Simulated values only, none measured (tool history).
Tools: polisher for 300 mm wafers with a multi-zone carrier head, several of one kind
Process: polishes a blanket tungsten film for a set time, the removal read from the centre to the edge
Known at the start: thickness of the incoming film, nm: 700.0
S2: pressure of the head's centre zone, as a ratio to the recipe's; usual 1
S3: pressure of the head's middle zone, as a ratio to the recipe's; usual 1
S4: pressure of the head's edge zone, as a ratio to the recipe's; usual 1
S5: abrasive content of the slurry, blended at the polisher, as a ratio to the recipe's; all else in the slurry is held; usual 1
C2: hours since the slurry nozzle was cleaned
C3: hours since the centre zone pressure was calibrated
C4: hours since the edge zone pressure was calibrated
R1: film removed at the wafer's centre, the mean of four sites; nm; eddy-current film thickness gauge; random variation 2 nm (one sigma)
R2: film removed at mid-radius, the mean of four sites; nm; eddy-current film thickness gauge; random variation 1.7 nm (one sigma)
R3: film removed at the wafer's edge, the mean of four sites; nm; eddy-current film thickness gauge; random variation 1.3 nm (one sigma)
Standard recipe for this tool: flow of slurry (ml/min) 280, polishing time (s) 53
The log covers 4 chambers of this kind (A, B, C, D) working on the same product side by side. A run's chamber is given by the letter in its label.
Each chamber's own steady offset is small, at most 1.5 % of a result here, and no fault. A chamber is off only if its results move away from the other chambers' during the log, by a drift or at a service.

{"run": "1B", "hour": 4.6, "flow of slurry (ml/min)": 280, "S2": 1, "S3": 1, "S4": 1, "S5": 1, "polishing time (s)": 53, "wafers polished on this pad": 316, "C2": 512, "C3": 1173, "C4": 339.1, "R1": 155.39, "R2": 159, "R3": 154.66}
{"hour": 6.4, "done": "chamber C: worn pad replaced by a new one"}
{"hour": 7.4, "done": "chamber A: worn pad replaced by a new one"}
{"run": "2C", "hour": 8.2, "flow of slurry (ml/min)": 280, "S2": 1, "S3": 1, "S4": 1, "S5": 1, "polishing time (s)": 53, "wafers polished on this pad": 16, "C2": 171.8, "C3": 898.8, "C4": 224.4, "R1": 153.97, "R2": 150.99, "R3": 155.9}
{"run": "3D", "hour": 10.6, "flow of slurry (ml/min)": 280, "S2": 1, "S3": 1, "S4": 1, "S5": 1, "polishing time (s)": 53, "wafers polished on this pad": 271, "C2": 506, "C3": 711.3, "C4": 503.4, "R1": 155.13, "R2": 154.98, "R3": 155.88}
{"run": "4A", "hour": 13.8, "flow of slurry (ml/min)": 280, "S2": 1, "S3": 1, "S4": 1, "S5": 1, "polishing time (s)": 53, "wafers polished on this pad": 55, "C2": 234.1, "C3": 647.2, "C4": 348.3, "R1": 154.68, "R2": 157.04, "R3": 155.48}
{"run": "5D", "hour": 16.3, "flow of slurry (ml/min)": 280, "S2": 1, "S3": 1, "S4": 1, "S5": 1, "polishing time (s)": 45, "wafers polished on this pad": 320, "C2": 511.7, "C3": 717, "C4": 509.1, "R1": 131.22, "R2": 134.4, "R3": 130.82}
{"run": "6A", "hour": 18.6, "flow of slurry (ml/min)": 280, "S2": 1, "S3": 1, "S4": 1, "S5": 1, "polishing time (s)": 45, "wafers polished on this pad": 96, "C2": 238.9, "C3": 652, "C4": 353.1, "R1": 128.95, "R2": 133.73, "R3": 133.2}
{"run": "7C", "hour": 23.3, "flow of slurry (ml/min)": 280, "S2": 1, "S3": 1, "S4": 1, "S5": 1, "polishing time (s)": 45, "wafers polished on this pad": 145, "C2": 186.9, "C3": 913.9, "C4": 239.5, "R1": 130.55, "R2": 127.99, "R3": 130.18}
{"run": "8B", "hour": 28.3, "flow of slurry (ml/min)": 280, "S2": 1, "S3": 1, "S4": 1, "S5": 1, "polishing time (s)": 45, "wafers polished on this pad": 519, "C2": 535.7, "C3": 1196.7, "C4": 362.8, "R1": 132.32, "R2": 133.84, "R3": 132.15}
{"hour": 29.1, "done": "chamber D: edge zone pressure recalibrated"}
{"run": "9A", "hour": 33.2, "flow of slurry (ml/min)": 280, "S2": 1, "S3": 1, "S4": 1, "S5": 1, "polishing time (s)": 53, "wafers polished on this pad": 222, "C2": 253.5, "C3": 666.6, "C4": 367.7, "R1": 152.78, "R2": 155.78, "R3": 153.39}
{"hour": 35.2, "done": "chamber D: centre zone pressure recalibrated"}
{"run": "10B", "hour": 36.2, "flow of slurry (ml/min)": 280, "S2": 1, "S3": 1, "S4": 1, "S5": 1, "polishing time (s)": 53, "wafers polished on this pad": 587, "C2": 543.6, "C3": 1204.6, "C4": 370.7, "R1": 158.78, "R2": 157.61, "R3": 154.81}
{"run": "11C", "hour": 39.0, "flow of slurry (ml/min)": 240, "S2": 1, "S3": 1, "S4": 1, "S5": 1, "polishing time (s)": 37, "wafers polished on this pad": 280, "C2": 202.6, "C3": 929.6, "C4": 255.2, "R1": 107.04, "R2": 106.19, "R3": 105.6}
{"run": "12D", "hour": 42.6, "flow of slurry (ml/min)": 240, "S2": 1, "S3": 1, "S4": 1, "S5": 1, "polishing time (s)": 37, "wafers polished on this pad": 546, "C2": 538, "C3": 7.5, "C4": 13.5, "R1": 97.935, "R2": 108.53, "R3": 107.79}
{"run": "13A", "hour": 47.6, "flow of slurry (ml/min)": 240, "S2": 1, "S3": 1, "S4": 1, "S5": 1, "polishing time (s)": 37, "wafers polished on this pad": 345, "C2": 267.9, "C3": 681, "C4": 382.1, "R1": 107.51, "R2": 106.99, "R3": 108.36}
{"run": "14D", "hour": 50.0, "flow of slurry (ml/min)": 240, "S2": 1, "S3": 1, "S4": 1, "S5": 1, "polishing time (s)": 37, "wafers polished on this pad": 609, "C2": 545.4, "C3": 14.9, "C4": 20.9, "R1": 95.142, "R2": 108.54, "R3": 107.64}
{"run": "15C", "hour": 53.8, "flow of slurry (ml/min)": 280, "S2": 1, "S3": 1, "S4": 1, "S5": 1, "polishing time (s)": 35, "wafers polished on this pad": 407, "C2": 217.4, "C3": 944.4, "C4": 270, "R1": 103.2, "R2": 100.14, "R3": 100.6}
{"run": "16B", "hour": 56.7, "flow of slurry (ml/min)": 280, "S2": 1, "S3": 1, "S4": 1, "S5": 1, "polishing time (s)": 35, "wafers polished on this pad": 762, "C2": 564.1, "C3": 1225.1, "C4": 391.2, "R1": 100.74, "R2": 103.8, "R3": 102.32}
{"run": "17C", "hour": 59.9, "flow of slurry (ml/min)": 280, "S2": 1, "S3": 1, "S4": 1, "S5": 1, "polishing time (s)": 35, "wafers polished on this pad": 459, "C2": 223.5, "C3": 950.5, "C4": 276.1, "R1": 103.14, "R2": 99.936, "R3": 101.63}
{"hour": 60.3, "done": "chamber D: slurry nozzle cleaned"}
{"run": "18A", "hour": 62.2, "flow of slurry (ml/min)": 280, "S2": 1, "S3": 1, "S4": 1, "S5": 1, "polishing time (s)": 35, "wafers polished on this pad": 470, "C2": 282.5, "C3": 695.6, "C4": 396.7, "R1": 100.08, "R2": 102.47, "R3": 101.59}
{"hour": 65.0, "done": "chamber C: worn pad replaced by a new one"}
{"run": "19B", "hour": 65.0, "flow of slurry (ml/min)": 280, "S2": 1, "S3": 1, "S4": 1, "S5": 1, "polishing time (s)": 53, "wafers polished on this pad": 834, "C2": 572.4, "C3": 1233.4, "C4": 399.5, "R1": 158.46, "R2": 158.48, "R3": 155.65}
{"run": "20D", "hour": 67.5, "flow of slurry (ml/min)": 280, "S2": 1, "S3": 1, "S4": 1, "S5": 1, "polishing time (s)": 53, "wafers polished on this pad": 759, "C2": 7.2, "C3": 32.4, "C4": 38.4, "R1": 140.3, "R2": 157.2, "R3": 154.46}
{"run": "21D", "hour": 70.7, "flow of slurry (ml/min)": 280, "S2": 1, "S3": 1, "S4": 1, "S5": 1, "polishing time (s)": 53, "wafers polished on this pad": 787, "C2": 10.4, "C3": 35.6, "C4": 41.6, "R1": 139.52, "R2": 154.76, "R3": 157.07}
{"run": "22A", "hour": 74.9, "flow of slurry (ml/min)": 325, "S2": 1, "S3": 1, "S4": 1, "S5": 1, "polishing time (s)": 40, "wafers polished on this pad": 579, "C2": 295.2, "C3": 708.3, "C4": 409.4, "R1": 117.8, "R2": 119.47, "R3": 118.62}
{"run": "23B", "hour": 77.5, "flow of slurry (ml/min)": 325, "S2": 1, "S3": 1, "S4": 1, "S5": 1, "polishing time (s)": 40, "wafers polished on this pad": 941, "C2": 584.9, "C3": 1245.9, "C4": 412, "R1": 120.65, "R2": 119.05, "R3": 116.94}
{"run": "24C", "hour": 81.3, "flow of slurry (ml/min)": 325, "S2": 1, "S3": 1, "S4": 1, "S5": 1, "polishing time (s)": 40, "wafers polished on this pad": 140, "C2": 244.9, "C3": 971.9, "C4": 297.5, "R1": 117.76, "R2": 118.1, "R3": 117.15}
{"run": "25A", "hour": 86.2, "flow of slurry (ml/min)": 325, "S2": 1, "S3": 1, "S4": 1, "S5": 1, "polishing time (s)": 40, "wafers polished on this pad": 676, "C2": 306.5, "C3": 719.6, "C4": 420.7, "R1": 120.91, "R2": 120.83, "R3": 119.22}

Is one chamber off against the others, does the gauge drift, or is nothing wrong? If a chamber is off, say which, and what the likeliest cause is.

Chamber D came out of a service off from its peers and stayed that way.
What lies behind it: centre zone's pressure below its setpoint, % = 8.44.

Here are 4 candidates for chamber D's next run, each the usual settings with a change, their results left as question marks. Which one brings its results back in line with what the others give on the usual settings?
Counts as in line when no further than this from what the other chambers average on the usual settings: R1 7 nm; R2 5.8 nm; R3 4.4 nm
{"run": "26D-1", "hour": 89.8, "flow of slurry (ml/min)": 275, "S2": 0.93, "S3": 1.02, "S4": 1.02, "S5": 1, "polishing time (s)": 53, "R1": "?", "R2": "?", "R3": "?"}
{"run": "26D-2", "hour": 89.8, "flow of slurry (ml/min)": 285, "S2": 1.07, "S3": 0.98, "S4": 0.98, "S5": 1, "polishing time (s)": 53, "R1": "?", "R2": "?", "R3": "?"}
{"run": "26D-3", "hour": 89.8, "flow of slurry (ml/min)": 290, "S2": 1.14, "S3": 0.96, "S4": 0.96, "S5": 1, "polishing time (s)": 54, "R1": "?", "R2": "?", "R3": "?"}
{"run": "26D-4", "hour": 89.8, "flow of slurry (ml/min)": 270, "S2": 0.87, "S3": 1.04, "S4": 1.04, "S5": 1, "polishing time (s)": 52, "R1": "?", "R2": "?", "R3": "?"}

The mean the other chambers reach with the usual settings: R1 155 nm; R2 155.69 nm; R3 154.76 nm
run=26D-1 R1=130.62 R2=159.77 R3=156.38
run=26D-2 R1=153.1 R2=154.47 R3=153.61
run=26D-3 R1=167.48 R2=154.66 R3=155.07
run=26D-4 R1=118.71 R2=159.31 R3=154.77
The right change is 26D-2: it brings the chamber back within the allowed miss of the others.
